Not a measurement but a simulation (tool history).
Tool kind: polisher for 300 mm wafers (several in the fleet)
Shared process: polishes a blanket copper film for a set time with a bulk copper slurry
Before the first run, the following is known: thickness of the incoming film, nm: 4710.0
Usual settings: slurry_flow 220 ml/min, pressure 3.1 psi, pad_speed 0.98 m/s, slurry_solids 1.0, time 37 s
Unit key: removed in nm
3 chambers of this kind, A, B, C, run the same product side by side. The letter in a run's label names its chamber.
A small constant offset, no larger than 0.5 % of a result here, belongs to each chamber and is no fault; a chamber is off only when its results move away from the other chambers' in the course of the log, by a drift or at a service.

Run 1C, hour 10.9: usual settings. Result: removed 367.31 nm.
Run 2A, hour 17.7: usual settings. Result: removed 359.33 nm.
At hour 21.9: chamber A: worn pad replaced by a new one.
Run 3B, hour 29.3: usual settings. Result: removed 351.20 nm.
At hour 32.8: chamber B: worn pad replaced by a new one.
At hour 36.3: chamber C: slurry blender recalibrated.
At hour 38.4: chamber C: worn pad replaced by a new one.
Run 4B, hour 40.3: usual settings. Result: removed 355.75 nm.
At hour 51.3: chamber B: slurry nozzle cleaned.
Run 5C, hour 52.8: usual settings. Result: removed 364.58 nm.
Run 6A, hour 66.3: usual settings. Result: removed 373.70 nm.
Run 7A, hour 75.6: usual settings. Result: removed 355.81 nm.
At hour 82.0: chamber B: worn pad replaced by a new one.
Run 8B, hour 83.1: usual settings. Result: removed 360.80 nm.
At hour 83.2: chamber A: worn pad replaced by a new one.
At hour 84.4: chamber A: slurry blender recalibrated.
Run 9C, hour 89.7: usual settings. Result: removed 362.05 nm.
Run 10C, hour 103.0: usual settings. Result: removed 352.66 nm.
At hour 107.2: chamber C: worn pad replaced by a new one.
At hour 111.2: chamber C: head pressure recalibrated.
Run 11B, hour 113.3: usual settings but slurry_flow 190 ml/min. Result: removed 357.38 nm.
Run 12A, hour 126.4: usual settings but slurry_flow 190 ml/min. Result: removed 351.40 nm.
Run 13B, hour 136.4: usual settings but slurry_flow 190 ml/min. Result: removed 349.11 nm.
At hour 140.7: chamber A: worn pad replaced by a new one.
At hour 142.7: chamber B: worn pad replaced by a new one.
Run 14C, hour 143.6: usual settings but pressure 3.9 psi. Result: removed 496.88 nm.
Run 15A, hour 154.9: usual settings but pressure 3.9 psi. Result: removed 455.00 nm.
Run 16B, hour 164.9: usual settings but pressure 3.9 psi. Result: removed 458.65 nm.
At hour 168.6: chamber C: worn pad replaced by a new one.
Run 17A, hour 176.1: usual settings but pad_speed 0.74 m/s, slurry_solids 0.9. Result: removed 269.46 nm.
Run 18C, hour 183.1: usual settings but pad_speed 0.74 m/s, slurry_solids 0.9. Result: removed 296.09 nm.
At hour 195.9: chamber A: worn pad replaced by a new one.
Run 19A, hour 197.1: usual settings but pad_speed 0.74 m/s, slurry_solids 0.9. Result: removed 268.80 nm.
At hour 204.0: chamber B: worn pad replaced by a new one.
Run 20B, hour 206.9: usual settings. Result: removed 361.48 nm.
At hour 208.2: chamber A: slurry blender recalibrated.
Run 21C, hour 219.3: usual settings but pad_speed 1.26 m/s. Result: removed 506.99 nm.
Run 22C, hour 230.0: usual settings but pad_speed 1.26 m/s. Result: removed 517.03 nm.
Run 23A, hour 236.5: usual settings but pad_speed 1.26 m/s. Result: removed 468.27 nm.
At hour 240.2: chamber C: worn pad replaced by a new one.
Run 24B, hour 244.4: usual settings. Result: removed 361.53 nm.
Run 25C, hour 256.5: usual settings. Result: removed 395.28 nm.
At hour 261.1: chamber A: worn pad replaced by a new one.
At hour 264.1: chamber B: worn pad replaced by a new one.
Run 26A, hour 267.3: usual settings. Result: removed 360.63 nm.
Run 27B, hour 275.7: usual settings. Result: removed 355.09 nm.
Run 28B, hour 286.0: usual settings. Result: removed 353.44 nm.

All 3 chambers run these settings next. Forecast each chamber's results:
Run 29A, hour 296.6: usual settings. Result: removed ?.
Run 29B, hour 296.6: usual settings. Result: removed ?.
Run 29C, hour 296.6: usual settings. Result: removed ?.

run  removed
29A   359.21
29B   356.14
29C   399.02
